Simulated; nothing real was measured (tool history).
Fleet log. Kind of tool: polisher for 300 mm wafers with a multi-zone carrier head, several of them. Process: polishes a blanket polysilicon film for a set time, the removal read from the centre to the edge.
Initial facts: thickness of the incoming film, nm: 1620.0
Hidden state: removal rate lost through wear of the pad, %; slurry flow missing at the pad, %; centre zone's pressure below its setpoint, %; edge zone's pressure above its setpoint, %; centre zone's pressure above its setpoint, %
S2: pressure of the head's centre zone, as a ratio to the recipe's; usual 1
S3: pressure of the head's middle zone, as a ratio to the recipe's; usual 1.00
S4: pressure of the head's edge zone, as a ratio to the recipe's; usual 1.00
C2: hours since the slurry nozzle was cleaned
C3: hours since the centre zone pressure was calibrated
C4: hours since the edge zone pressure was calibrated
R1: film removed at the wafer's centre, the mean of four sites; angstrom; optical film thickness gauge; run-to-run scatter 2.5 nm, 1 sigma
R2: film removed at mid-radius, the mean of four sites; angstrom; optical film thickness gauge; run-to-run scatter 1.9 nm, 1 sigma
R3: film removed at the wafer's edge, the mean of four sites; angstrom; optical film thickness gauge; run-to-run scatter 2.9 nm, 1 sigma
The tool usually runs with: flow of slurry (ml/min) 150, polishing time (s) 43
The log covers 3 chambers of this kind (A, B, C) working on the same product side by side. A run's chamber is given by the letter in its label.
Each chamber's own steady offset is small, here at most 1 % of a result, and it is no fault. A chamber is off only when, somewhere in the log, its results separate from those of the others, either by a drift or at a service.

run 1B hour=2.2 | flow_of_slurry_(ml/min)=150 S2=1 S3=1.00 S4=1.00 polishing_time_(s)=43 | wafers_polished_on_this_pad=1453 C2=262.2 C3=780.3 C4=993.0 | R1=2765.4 R2=2777.7 R3=2812.9
-- hour=5.7 chamber B: worn pad replaced by a new one
-- hour=6.0 chamber B: centre zone pressure recalibrated
run 2A hour=6.1 | flow_of_slurry_(ml/min)=150 S2=1 S3=1.00 S4=1.00 polishing_time_(s)=43 | wafers_polished_on_this_pad=341 C2=179.1 C3=215.7 C4=468.5 | R1=2760.9 R2=2733.6 R3=2778.8
run 3C hour=9.8 | flow_of_slurry_(ml/min)=150 S2=1 S3=1.00 S4=1.00 polishing_time_(s)=43 | wafers_polished_on_this_pad=682 C2=295.6 C3=202.6 C4=453.8 | R1=2790.0 R2=2789.7 R3=2740.1
-- hour=10.7 chamber C: worn pad replaced by a new one
run 4A hour=12.2 | flow_of_slurry_(ml/min)=150 S2=1 S3=1.00 S4=1.00 polishing_time_(s)=43 | wafers_polished_on_this_pad=441 C2=185.2 C3=221.8 C4=474.6 | R1=2852.3 R2=2778.5 R3=2791.3
run 5C hour=16.2 | flow_of_slurry_(ml/min)=150 S2=1 S3=1.08 S4=1.00 polishing_time_(s)=43 | wafers_polished_on_this_pad=91 C2=302.0 C3=209.0 C4=460.2 | R1=2814.6 R2=2998.3 R3=2806.3
run 6B hour=19.7 | flow_of_slurry_(ml/min)=150 S2=1 S3=1.08 S4=1.00 polishing_time_(s)=43 | wafers_polished_on_this_pad=231 C2=279.7 C3=13.7 C4=1010.5 | R1=2780.2 R2=3009.2 R3=2832.5
run 7B hour=23.4 | flow_of_slurry_(ml/min)=150 S2=1 S3=1.08 S4=1.00 polishing_time_(s)=43 | wafers_polished_on_this_pad=291 C2=283.4 C3=17.4 C4=1014.2 | R1=2776.1 R2=2971.3 R3=2818.9
run 8A hour=26.5 | flow_of_slurry_(ml/min)=150 S2=1 S3=1.00 S4=1.00 polishing_time_(s)=43 | wafers_polished_on_this_pad=675 C2=199.5 C3=236.1 C4=488.9 | R1=2759.5 R2=2791.2 R3=2799.1
-- hour=29.4 chamber B: slurry nozzle cleaned
run 9C hour=30.7 | flow_of_slurry_(ml/min)=150 S2=1 S3=1.00 S4=1.00 polishing_time_(s)=43 | wafers_polished_on_this_pad=329 C2=316.5 C3=223.5 C4=474.7 | R1=2771.8 R2=2786.6 R3=2720.1
run 10B hour=34.9 | flow_of_slurry_(ml/min)=150 S2=1 S3=1.00 S4=1.00 polishing_time_(s)=43 | wafers_polished_on_this_pad=480 C2=5.6 C3=28.9 C4=1025.7 | R1=2784.9 R2=2770.3 R3=2779.6
run 11A hour=37.1 | flow_of_slurry_(ml/min)=150 S2=1 S3=1.00 S4=1.00 polishing_time_(s)=43 | wafers_polished_on_this_pad=849 C2=210.1 C3=246.7 C4=499.5 | R1=2705.1 R2=2761.5 R3=2794.1
run 12C hour=38.9 | flow_of_slurry_(ml/min)=150 S2=1 S3=1.00 S4=1.00 polishing_time_(s)=43 | wafers_polished_on_this_pad=463 C2=324.7 C3=231.7 C4=482.9 | R1=2738.8 R2=2793.2 R3=2763.4
run 13B hour=41.9 | flow_of_slurry_(ml/min)=150 S2=1 S3=1.00 S4=0.94 polishing_time_(s)=43 | wafers_polished_on_this_pad=595 C2=12.6 C3=35.9 C4=1032.7 | R1=2805.1 R2=2753.2 R3=2743.2
run 14A hour=45.1 | flow_of_slurry_(ml/min)=150 S2=1 S3=1.00 S4=0.94 polishing_time_(s)=43 | wafers_polished_on_this_pad=980 C2=218.1 C3=254.7 C4=507.5 | R1=2704.8 R2=2769.0 R3=2687.9
run 15C hour=48.1 | flow_of_slurry_(ml/min)=150 S2=1 S3=1.00 S4=0.94 polishing_time_(s)=43 | wafers_polished_on_this_pad=614 C2=333.9 C3=240.9 C4=492.1 | R1=2775.7 R2=2803.7 R3=2707.0
-- hour=49.6 chamber A: worn pad replaced by a new one
run 16B hour=52.1 | flow_of_slurry_(ml/min)=150 S2=1 S3=1.00 S4=1.00 polishing_time_(s)=43 | wafers_polished_on_this_pad=762 C2=22.8 C3=46.1 C4=1042.9 | R1=2831.5 R2=2772.3 R3=2822.2
run 17A hour=55.3 | flow_of_slurry_(ml/min)=150 S2=1 S3=1.00 S4=0.90 polishing_time_(s)=48 | wafers_polished_on_this_pad=93 C2=228.3 C3=264.9 C4=517.7 | R1=3016.2 R2=3105.0 R3=3006.2
run 18C hour=58.4 | flow_of_slurry_(ml/min)=150 S2=1 S3=1.00 S4=0.90 polishing_time_(s)=48 | wafers_polished_on_this_pad=783 C2=344.2 C3=251.2 C4=502.4 | R1=3115.5 R2=3126.5 R3=2890.8
-- hour=59.3 chamber C: worn pad replaced by a new one
run 19C hour=62.3 | flow_of_slurry_(ml/min)=150 S2=1 S3=1.00 S4=0.90 polishing_time_(s)=48 | wafers_polished_on_this_pad=50 C2=348.1 C3=255.1 C4=506.3 | R1=3133.2 R2=3118.7 R3=2958.2
run 20B hour=65.5 | flow_of_slurry_(ml/min)=150 S2=1 S3=1.00 S4=1.00 polishing_time_(s)=43 | wafers_polished_on_this_pad=982 C2=36.2 C3=59.5 C4=1056.3 | R1=2755.1 R2=2767.9 R3=2805.0
run 21A hour=68.5 | flow_of_slurry_(ml/min)=150 S2=1 S3=1.00 S4=1.00 polishing_time_(s)=43 | wafers_polished_on_this_pad=310 C2=241.5 C3=278.1 C4=530.9 | R1=2622.1 R2=2729.9 R3=2841.5
-- hour=70.9 chamber B: edge zone pressure recalibrated
run 22B hour=71.0 | flow_of_slurry_(ml/min)=130 S2=1 S3=1.00 S4=1.09 polishing_time_(s)=43 | wafers_polished_on_this_pad=1072 C2=41.7 C3=65.0 C4=0.2 | R1=2664.1 R2=2681.3 R3=2863.3
run 23C hour=73.5 | flow_of_slurry_(ml/min)=130 S2=1 S3=1.00 S4=1.09 polishing_time_(s)=43 | wafers_polished_on_this_pad=233 C2=359.3 C3=266.3 C4=517.5 | R1=2694.9 R2=2725.3 R3=2817.7
run 24A hour=76.3 | flow_of_slurry_(ml/min)=130 S2=1 S3=1.00 S4=1.09 polishing_time_(s)=43 | wafers_polished_on_this_pad=438 C2=249.3 C3=285.9 C4=538.7 | R1=2540.0 R2=2684.7 R3=2852.6
run 25B hour=78.5 | flow_of_slurry_(ml/min)=190 S2=1 S3=1.00 S4=1.00 polishing_time_(s)=43 | wafers_polished_on_this_pad=1195 C2=49.2 C3=72.5 C4=7.7 | R1=2879.2 R2=2868.1 R3=2912.8
run 26C hour=81.7 | flow_of_slurry_(ml/min)=190 S2=1 S3=1.00 S4=1.00 polishing_time_(s)=43 | wafers_polished_on_this_pad=368 C2=367.5 C3=274.5 C4=525.7 | R1=2930.1 R2=2893.4 R3=2845.9

Predict what each chamber gives when all 3 of them run the settings below next.
run 27A hour=84.7 | flow_of_slurry_(ml/min)=150 S2=1 S3=1.00 S4=1.07 polishing_time_(s)=43 | R1=? R2=? R3=?
run 27B hour=84.7 | flow_of_slurry_(ml/min)=150 S2=1 S3=1.00 S4=1.07 polishing_time_(s)=43 | R1=? R2=? R3=?
run 27C hour=84.7 | flow_of_slurry_(ml/min)=150 S2=1 S3=1.00 S4=1.07 polishing_time_(s)=43 | R1=? R2=? R3=?

run=27A R1=2555.8 R2=2733.1 R3=2851.5
run=27B R1=2714.0 R2=2750.8 R3=2945.6
run=27C R1=2778.4 R2=2787.8 R3=2815.7
